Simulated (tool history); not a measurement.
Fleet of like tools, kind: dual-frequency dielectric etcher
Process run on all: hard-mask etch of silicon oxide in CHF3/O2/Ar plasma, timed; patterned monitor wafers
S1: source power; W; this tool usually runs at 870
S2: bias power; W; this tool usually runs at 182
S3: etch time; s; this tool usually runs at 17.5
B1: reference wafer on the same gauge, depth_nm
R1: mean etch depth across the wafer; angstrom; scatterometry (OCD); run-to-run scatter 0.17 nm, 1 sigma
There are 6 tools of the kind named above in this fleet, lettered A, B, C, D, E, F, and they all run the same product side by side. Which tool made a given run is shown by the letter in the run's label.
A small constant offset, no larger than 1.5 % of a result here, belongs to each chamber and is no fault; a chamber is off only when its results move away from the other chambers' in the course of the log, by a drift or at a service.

run,hour,S1,S2,S3,B1,R1
# hour 2.3: chamber E: source power generator calibrated
1A,9.1,870,182,17.5,44.542,397.41
2E,20.7,870,182,17.5,44.502,399.06
3D,30.5,870,182,17.5,44.485,400.91
4C,41.8,870,182,17.5,44.476,407.58
5F,54.2,870,182,17.5,44.481,398.67
6B,67.6,870,182,17.5,44.501,405.39
7A,76,870,182,17.5,44.49,396.56
8D,82.6,870,182,17.5,44.489,396.6
9F,91.4,870,182,17.5,44.472,402.46
10C,104.3,870,182,17.5,44.526,406.29
11E,115.6,870,182,17.5,44.482,403.76
12B,130.6,870,182,17.5,44.462,403.1
13F,141.2,870,182,17.5,44.557,401.57
14D,151.9,870,182,17.5,44.477,401.16
# hour 154.2: chamber C: wet clean of the chamber
15E,165.1,870,182,17.5,44.502,401.27
16B,175.4,870,182,17.5,44.528,402.75
17A,186.5,870,182,17.5,44.486,396.46
18C,197.9,990,182,15,44.458,366.79
19D,205.1,990,182,15,44.51,359.91
20C,214,990,182,15,44.472,364.79
# hour 219.2: chamber D: wet clean of the chamber
21A,221.9,990,182,15,44.514,357.67
22B,232.4,990,182,15,44.487,361.54
23E,240.9,990,182,15,44.492,361.49
# hour 241.8: chamber A: bias power generator calibrated
# hour 246.2: chamber F: source power generator calibrated
24F,248.5,870,182,17.5,44.498,399.56
25C,256.7,870,182,19.5,44.555,454.6
26B,268.4,870,182,19.5,44.473,450.63
27A,278.5,870,182,19.5,44.446,444.94
28D,285.3,870,182,19.5,44.499,419.3
29F,299.2,870,182,19.5,44.492,444.08
30E,310.9,870,182,19.5,44.529,446.48
31E,323.7,870,182,17.5,44.527,400.58
32D,336.7,870,182,17.5,44.469,377.03
33B,348.8,940,182,21,44.494,500.19
34C,360.7,940,182,21,44.503,503.73
35F,370.5,940,182,21,44.505,495.45
# hour 375.6: chamber E: wet clean of the chamber
36A,385,940,182,21,44.496,491.1
37B,399.2,940,182,21,44.48,502.06
38E,409.2,940,182,21,44.494,495.75
39D,424.2,870,182,17.5,44.469,380.19
40A,435.4,870,182,17.5,44.51,398.63
41F,448.8,870,182,17.5,44.529,401.19
42C,459.6,870,182,17.5,44.495,406.45
43D,467,870,182,17.5,44.46,378.29
44A,480.8,870,182,17.5,44.492,397.78

Next, all 6 chambers run the settings below, one line each with question marks for the results. What does each chamber give?
45A,491.6,870,138,17.5,,?
45B,491.6,870,138,17.5,,?
45C,491.6,870,138,17.5,,?
45D,491.6,870,138,17.5,,?
45E,491.6,870,138,17.5,,?
45F,491.6,870,138,17.5,,?

run,R1
45A,361.7
45B,372.58
45C,371.06
45D,348.87
45E,370.03
45F,367.47

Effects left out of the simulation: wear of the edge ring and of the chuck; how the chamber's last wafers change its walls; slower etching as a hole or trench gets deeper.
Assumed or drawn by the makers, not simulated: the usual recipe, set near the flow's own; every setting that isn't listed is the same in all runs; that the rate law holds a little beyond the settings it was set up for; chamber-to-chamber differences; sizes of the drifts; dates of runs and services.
